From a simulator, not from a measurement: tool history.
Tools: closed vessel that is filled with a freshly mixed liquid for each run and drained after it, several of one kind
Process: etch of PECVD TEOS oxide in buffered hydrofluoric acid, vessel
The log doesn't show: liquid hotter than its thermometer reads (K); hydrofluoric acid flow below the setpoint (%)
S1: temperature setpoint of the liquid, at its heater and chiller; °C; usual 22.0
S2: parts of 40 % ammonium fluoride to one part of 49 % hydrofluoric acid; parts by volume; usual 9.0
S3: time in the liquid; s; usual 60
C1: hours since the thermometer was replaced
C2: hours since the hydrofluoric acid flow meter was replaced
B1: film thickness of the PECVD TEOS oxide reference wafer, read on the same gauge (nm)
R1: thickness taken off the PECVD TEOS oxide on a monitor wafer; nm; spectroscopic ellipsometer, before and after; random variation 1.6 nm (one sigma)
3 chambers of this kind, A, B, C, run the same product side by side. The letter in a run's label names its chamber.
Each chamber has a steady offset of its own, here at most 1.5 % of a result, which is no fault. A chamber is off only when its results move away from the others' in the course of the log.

run,day,S1,S2,S3,C1,C2,B1,R1
1B,0.354,22.0,9.0,60,795.7,597.7,89.960,214.500
2A,0.833,22.0,9.0,60,54.7,28.0,90.012,210.360
3C,1.425,22.0,9.0,60,284.8,1338.8,90.041,212.100
4A,1.850,22.0,9.0,60,79.1,52.4,90.001,210.260
5C,2.512,22.0,12.0,35,310.9,1364.9,90.000,97.971
6B,2.862,22.0,12.0,35,855.9,657.9,89.982,96.783
7B,3.350,22.0,12.0,35,867.6,669.6,89.981,99.126
8A,3.692,22.0,9.0,60,123.3,96.6,89.997,213.170
9C,4.167,22.0,9.0,60,350.6,1404.6,90.018,210.700
10A,4.575,22.0,9.0,60,144.5,117.8,90.001,210.890
11C,5.196,22.0,9.0,60,375.3,1429.3,89.978,209.650
12B,5.875,22.0,9.0,60,928.2,730.2,89.970,214.310
13A,6.454,22.0,9.0,60,189.6,162.9,89.952,212.810
14B,7.012,24.5,9.0,60,955.5,757.5,89.990,249.040
15C,7.367,24.5,9.0,60,427.4,1481.4,90.024,240.450
16C,8.012,24.5,9.0,60,442.9,1496.9,90.040,238.640
17B,8.538,22.0,9.0,60,992.1,794.1,89.986,214.010
18A,8.850,19.5,9.0,60,247.1,220.4,90.021,185.310
19C,9.208,19.5,9.0,60,471.6,1525.6,89.991,181.670
20B,9.783,19.5,9.0,60,1022.0,824.0,90.001,185.620
21A,10.283,22.0,9.0,60,281.5,254.8,90.004,209.930
22C,10.771,22.0,9.0,60,509.1,1563.1,90.002,208.960
23B,11.121,25.0,9.0,60,1054.1,856.1,90.000,249.950
24A,11.792,25.0,9.0,60,317.7,291.0,90.003,250.590
25C,12.446,25.0,9.0,60,549.3,1603.3,90.025,243.090
# day 12.817: chamber B: thermometer replaced
26B,12.846,22.0,9.0,60,0.7,897.5,90.010,215.030
27A,13.183,22.0,9.0,60,351.1,324.4,89.975,210.120
28C,13.525,22.0,6.5,30,575.2,1629.2,89.996,143.300
29A,13.946,22.0,6.5,30,369.4,342.7,89.995,149.360
30B,14.621,22.0,6.5,30,43.3,940.1,90.032,150.110
31B,14.925,22.0,11.0,30,50.6,947.4,89.997,91.332
32C,15.579,22.0,11.0,30,624.5,1678.5,90.003,86.774
33A,16.254,22.0,11.0,30,424.8,398.1,89.976,90.935
34C,16.900,22.0,9.0,60,656.2,1710.2,90.001,203.360
35B,17.579,22.0,9.0,60,114.3,1011.1,90.017,215.360
36A,18.212,22.0,7.5,60,471.8,445.1,90.044,257.710
37B,18.592,22.0,7.5,60,138.6,1035.4,89.995,258.470

All 3 chambers run these settings next. Forecast each chamber's results:
38A,19.083,22.0,9.0,60,,,,?
38B,19.083,22.0,9.0,60,,,,?
38C,19.083,22.0,9.0,60,,,,?

run,R1
38A,209.250
38B,213.940
38C,203.680
